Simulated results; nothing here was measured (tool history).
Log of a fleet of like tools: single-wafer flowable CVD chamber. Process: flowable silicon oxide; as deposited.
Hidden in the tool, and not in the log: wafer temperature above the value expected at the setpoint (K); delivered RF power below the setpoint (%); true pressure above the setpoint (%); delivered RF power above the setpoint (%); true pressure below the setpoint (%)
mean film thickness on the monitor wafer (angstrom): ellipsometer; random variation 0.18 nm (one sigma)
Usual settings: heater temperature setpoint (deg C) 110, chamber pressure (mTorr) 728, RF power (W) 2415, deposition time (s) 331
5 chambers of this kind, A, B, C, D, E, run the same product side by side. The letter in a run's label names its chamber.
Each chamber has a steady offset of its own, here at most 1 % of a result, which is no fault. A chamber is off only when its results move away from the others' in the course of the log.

run     day  heater temperature setpoint (deg C)  chamber pressure (mTorr)  RF power (W)  deposition time (s)  hours since the last thermocouple change  hours since the last RF generator calibration  hours since the last manometer calibration  read-back reference wafer on the same gauge, thickness_nm  mean film thickness on the monitor wafer (angstrom)
 1E   0.550                                  110                       728          2415                  331                                     452.3                                          556.8                                      2246.8                                                     147.99                                              1328.70
 2B   0.842                                  110                       728          2415                  331                                    1569.7                                         1366.5                                       750.3                                                     148.00                                              1317.70
 3A   1.312                                  110                       728          2415                  331                                    1316.6                                         1499.0                                       494.0                                                     147.94                                              1320.10
 4D   1.779                                  110                       728          2415                  331                                     920.4                                          650.6                                      1550.2                                                     147.87                                              1324.90
 5C   2.029                                  110                       728          2800                  331                                    1812.3                                          276.1                                      1130.1                                                     147.97                                              1347.80
 6A   2.296                                  110                       728          2800                  331                                    1340.2                                         1522.6                                       517.6                                                     147.91                                              1345.90
 7D   2.808                                  110                       728          2800                  331                                     945.1                                          675.3                                      1574.9                                                     147.84                                              1343.50
      2.962  -- chamber A: RF generator calibrated
 8B   3.333                                  110                       728          2800                  331                                    1629.5                                         1426.3                                       810.1                                                     147.84                                              1339.70
 9C   3.862                                  110                       728          2800                  331                                    1856.3                                          320.1                                      1174.1                                                     147.84                                              1345.90
10E   4.300                                  110                       728          2415                  331                                     542.3                                          646.8                                      2336.8                                                     147.86                                              1326.70
11D   4.854                                  110                       728          2415                  331                                     994.2                                          724.4                                      1624.0                                                     147.76                                              1318.00
12C   5.242                                  110                       728          2415                  374                                    1889.4                                          353.2                                      1207.2                                                     147.76                                              1493.70
13E   5.808                                  110                       728          2415                  374                                     578.5                                          683.0                                      2373.0                                                     147.75                                              1494.90
14B   6.358                                  110                       728          2415                  374                                    1702.1                                         1498.9                                       882.7                                                     147.69                                              1484.90
15A   6.888                                  110                       728          2415                  374                                    1450.4                                           94.3                                       627.8                                                     147.69                                              1493.90
      6.962  -- chamber E: capacitance manometer re-zeroed and calibrated
16E   7.417                                  110                       728          2415                  374                                     617.1                                          721.6                                        10.9                                                     147.64                                              1495.00
17B   7.946                                  110                       728          2415                  331                                    1740.2                                         1537.0                                       920.8                                                     147.63                                              1312.20
18C   8.375                                  110                       728          2415                  331                                    1964.6                                          428.4                                      1282.4                                                     147.62                                              1318.10
19D   8.738                                  110                       728          2415                  331                                    1087.4                                          817.6                                      1717.2                                                     147.59                                              1317.90
20A   9.267                                  110                       728          2415                  331                                    1507.5                                          151.4                                       684.9                                                     147.53                                              1320.20
21E   9.821                                  110                       728          2415                  331                                     674.8                                          779.3                                        68.6                                                     147.51                                              1321.20
22A  10.383                                  110                       728          2415                  331                                    1534.3                                          178.2                                       711.7                                                     147.45                                              1318.50
23C  10.804                                  110                       728          2415                  331                                    2022.9                                          486.7                                      1340.7                                                     147.47                                              1322.00
24D  11.188                                  110                       728          2415                  331                                    1146.2                                          876.4                                      1776.0                                                     147.47                                              1315.40
25B  11.533                                  110                       728          2415                  331                                    1826.3                                         1623.1                                      1006.9                                                     147.44                                              1309.30
26B  11.792                                  110                       728          2415                  331                                    1832.5                                         1629.3                                      1013.1                                                     147.43                                              1315.10
27C  12.346                                  110                       728          2415                  331                                    2059.9                                          523.7                                      1377.7                                                     147.42                                              1319.20
28A  12.596                                  110                       558          2415                  361                                    1587.4                                          231.3                                       764.8                                                     147.40                                               981.36
     12.842  -- chamber B: capacitance manometer re-zeroed and calibrated
29D  13.096                                  110                       558          2415                  361                                    1192.0                                          922.2                                      1821.8                                                     147.39                                              1002.10
30E  13.358                                  110                       558          2415                  361                                     759.7                                          864.2                                       153.5                                                     147.33                                              1003.20
31B  13.850                                  110                       558          2415                  361                                    1881.9                                         1678.7                                        24.3                                                     147.36                                               988.62
32D  14.346                                  110                       558          2415                  361                                    1222.0                                          952.2                                      1851.8                                                     147.29                                              1004.60
33E  14.896                                  110                       870          2415                  331                                     796.6                                          901.1                                       190.4                                                     147.33                                              1660.80
34A  15.312                                  110                       870          2415                  331                                    1652.6                                          296.5                                       830.0                                                     147.26                                              1670.00
35C  15.562                                  110                       870          2415                  331                                    2137.1                                          600.9                                      1454.9                                                     147.23                                              1661.10
36B  15.854                                  110                       870          2415                  331                                    1930.0                                         1726.8                                        72.4                                                     147.22                                              1662.50
37C  16.129                                  110                       870          2415                  331                                    2150.7                                          614.5                                      1468.5                                                     147.19                                              1660.20
38D  16.567                                  110                       728          2415                  331                                    1275.3                                         1005.5                                      1905.1                                                     147.25                                              1312.20
39A  16.825                                  110                       728          2415                  331                                    1688.9                                          332.8                                       866.3                                                     147.17                                              1316.80

Next, every chamber runs the same settings. What will each give?
40A  17.238                                   99                       728          2415                  331                                                                                                                                                                                                                                                    ?
40B  17.238                                   99                       728          2415                  331                                                                                                                                                                                                                                                    ?
40C  17.238                                   99                       728          2415                  331                                                                                                                                                                                                                                                    ?
40D  17.238                                   99                       728          2415                  331                                                                                                                                                                                                                                                    ?
40E  17.238                                   99                       728          2415                  331                                                                                                                                                                                                                                                    ?

run  mean film thickness on the monitor wafer (angstrom)
40A                                              1901.20
40B                                              1901.20
40C                                              1911.50
40D                                              1885.30
40E                                              1909.20
